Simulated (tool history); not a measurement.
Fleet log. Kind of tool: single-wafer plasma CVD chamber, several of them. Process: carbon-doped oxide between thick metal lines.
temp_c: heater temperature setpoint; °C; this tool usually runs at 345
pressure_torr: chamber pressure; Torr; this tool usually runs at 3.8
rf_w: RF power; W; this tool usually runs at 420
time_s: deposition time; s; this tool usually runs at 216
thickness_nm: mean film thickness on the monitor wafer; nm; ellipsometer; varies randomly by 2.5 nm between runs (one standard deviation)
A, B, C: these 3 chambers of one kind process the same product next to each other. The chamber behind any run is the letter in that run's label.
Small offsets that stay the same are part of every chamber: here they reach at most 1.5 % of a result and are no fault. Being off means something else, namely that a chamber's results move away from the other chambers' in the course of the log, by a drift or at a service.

run,hour,temp_c,pressure_torr,rf_w,time_s,"read-back reference wafer on the same gauge, thickness_nm",thickness_nm
1B,4.7,345,3.8,420,216,817.89,931.17
2A,11.2,345,3.8,420,216,817.89,951.25
3C,18.5,345,3.8,420,216,817.97,945.15
4B,21.8,345,3.8,420,216,817.8,929.97
5C,27.8,345,3.8,420,216,818.17,945.73
6A,31.6,345,3.8,420,216,817.51,948.55
7A,35.9,345,3.8,420,216,818.25,946.04
8C,42.3,345,3.8,420,216,817.79,941.29
9B,47.7,345,3.8,420,216,817.93,933.62
10B,51.3,345,3.8,420,216,818.26,927.51
11A,55.4,345,3.8,420,216,817.41,947.91
12C,59.2,345,3.8,420,216,817.8,942.56
13A,66.5,345,3.8,420,216,818.3,942.87
14C,71,345,3.8,420,216,817.37,943.12
15B,76.8,345,3.8,420,216,818.31,930.66
16C,82.1,345,3.8,420,216,818.15,936.2
17A,87.8,353,3.8,420,235,818.14,1005.5
18B,92.5,353,3.8,420,235,818.69,993.16
19C,98.8,353,3.8,420,235,818.25,996.76
20A,103,345,3.8,420,216,818.02,942.63
21B,107.7,345,3.8,420,216,818.08,934.84
22B,111.2,345,3.8,420,216,817.53,928.07
23A,117.4,345,3.8,420,216,818.04,944.52
24C,122.7,345,3.8,420,216,818.19,933.41
25C,129.5,345,3.8,420,216,818.83,930.09
26A,134.9,345,3.8,420,216,818.17,947.26
27B,138.8,345,4.14,450,216,818.1,992.3
28C,145.8,345,4.14,450,216,817.83,990.96
29B,151.1,345,4.14,450,216,817.94,993.23
30A,155.2,345,3.8,420,216,817.17,942.12
31A,159.5,345,3.8,420,216,818.15,949.08
32B,166.2,345,3.8,420,216,818.13,931.08
33C,171,345,3.8,420,216,817.85,919.56
34C,177.9,345,3.8,420,216,818.06,925.3
# hour 180.8: chamber B: capacitance manometer re-zeroed and calibrated
35B,182.9,345,3.8,420,216,817.8,929.2
36A,186.9,345,3.8,420,216,817.98,943.6
37C,191.9,345,3.8,420,216,818.15,920.87
38A,198.4,345,3.8,420,216,817.94,951.2
39B,203.4,345,3.8,420,216,818.25,928.5
# hour 206.4: chamber B: RF generator calibrated
40B,209,345,3.8,365,246,818.75,950.08
41A,214.6,345,3.8,365,246,817.78,969.69
42C,220.1,345,3.8,365,246,818.12,939.43
43C,225.6,345,3.8,420,216,818.01,914.78

Next, all 3 chambers run the settings below, one line each with question marks for the results. What does each chamber give?
44A,231,345,3.8,420,189,,?
44B,231,345,3.8,420,189,,?
44C,231,345,3.8,420,189,,?

run,thickness_nm
44A,829.55
44B,816.32
44C,801.29

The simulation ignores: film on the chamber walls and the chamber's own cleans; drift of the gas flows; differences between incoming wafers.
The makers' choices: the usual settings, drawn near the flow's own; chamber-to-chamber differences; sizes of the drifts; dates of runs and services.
